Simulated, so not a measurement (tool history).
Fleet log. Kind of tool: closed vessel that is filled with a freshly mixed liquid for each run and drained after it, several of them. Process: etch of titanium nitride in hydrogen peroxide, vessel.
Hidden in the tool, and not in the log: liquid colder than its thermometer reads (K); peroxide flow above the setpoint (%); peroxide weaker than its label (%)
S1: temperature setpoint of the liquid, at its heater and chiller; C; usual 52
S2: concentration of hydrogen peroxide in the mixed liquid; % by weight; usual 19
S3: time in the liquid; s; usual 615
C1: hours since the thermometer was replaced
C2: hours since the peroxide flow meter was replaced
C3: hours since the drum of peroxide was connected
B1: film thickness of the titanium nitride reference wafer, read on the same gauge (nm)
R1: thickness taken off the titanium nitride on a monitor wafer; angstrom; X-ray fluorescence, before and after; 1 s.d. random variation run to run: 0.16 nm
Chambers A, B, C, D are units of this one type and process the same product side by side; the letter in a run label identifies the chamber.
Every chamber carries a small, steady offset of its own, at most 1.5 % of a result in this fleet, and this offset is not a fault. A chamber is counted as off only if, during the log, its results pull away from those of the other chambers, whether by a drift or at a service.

run	hour	S1	S2	S3	C1	C2	C3	B1	R1
1D	6.2	52	19	615	1017.8	20.8	12.5	89.993	362.41
2A	10.1	52	19	615	1973.7	142.6	1117	90.003	372.62
3C	15.3	52	19	615	240.5	324.5	427.3	89.992	369.42
4B	20.8	52	19	615	1342.3	130.5	211.2	89.99	366.43
5A	26.3	46	19	830	1989.9	158.8	1133.2	89.978	324.25
6D	29.9	46	19	830	1041.5	44.5	36.2	89.969	319.71
7B	36.4	46	19	830	1357.9	146.1	226.8	90.043	321.96
8C	41.3	46	19	830	266.5	350.5	453.3	90.041	323.41
9B	46.1	52	19	615	1367.6	155.8	236.5	90.026	366.31
10D	51.4	44	19	385	1063	66	57.7	89.992	126.34
11A	55.7	44	19	385	2019.3	188.2	1162.6	89.978	127.85
12C	60	44	19	385	285.2	369.2	472	90.009	130.32
13B	65.8	44	19	385	1387.3	175.5	256.2	90.054	129.76
14C	70.6	52	19	615	295.8	379.8	482.6	89.986	369.79
15A	76	52	19	615	2039.6	208.5	1182.9	90.012	367.51
16D	81.7	52	19	615	1093.3	96.3	88	90.011	358.99
# hour 81.9: chamber C: new drum of peroxide connected
17C	86.4	52	19	940	311.6	395.6	4.5	90.012	566.41
18B	91	52	19	940	1412.5	200.7	281.4	90.028	559.23
19D	96	52	19	940	1107.6	110.6	102.3	90.028	542.48
20A	102.3	52	19	940	2065.9	234.8	1209.2	90	564.55
21C	107.5	52	19	615	332.7	416.7	25.6	90.069	367.9
22D	111.1	52	19	615	1122.7	125.7	117.4	89.993	352.01
23B	116.6	52	19	615	1438.1	226.3	307	90.023	366.69
24A	122.1	52	19	615	2085.7	254.6	1229	90.017	366.12
25B	127.5	52	24	615	1449	237.2	317.9	89.986	386.8
26A	133.2	52	24	615	2096.8	265.7	1240.1	90.022	388.54
27D	139.3	52	24	615	1150.9	153.9	145.6	90.011	367.57
28C	144	52	24	615	369.2	453.2	62.1	90	388.42
29B	147.7	52	19	615	1469.2	257.4	338.1	89.979	367.37
30D	151.3	52	19	615	1162.9	165.9	157.6	90.018	349.91

Read the log: is a single chamber off, either drifting away or since a service, is the gauge that measures every chamber drifting, or is nothing wrong beyond small per-chamber offsets? Name any odd chamber and what most likely caused it.

Chamber D drifts away from the others.
Cause: liquid colder than its thermometer reads (K) = 0.711.

Below are 4 candidate recipes for chamber D's next run, each the usual settings with a change, their results shown as question marks. Which of them brings D's results back in line with what the other chambers give on the usual settings?
In-line tolerance around the mean of the other chambers on the usual settings: R1 5.5 angstrom
31D-1	155.9	52	19	685					?
31D-2	155.9	52	12	615					?
31D-3	155.9	51.5	19	600					?
31D-4	155.9	52	19	655					?

Mean of the other chambers on the usual settings: R1 368.23 angstrom
run	R1
31D-1	385
31D-2	313.36
31D-3	325.34
31D-4	368.14
The answer is 31D-4, which returns the chamber to within the allowed miss of the others.
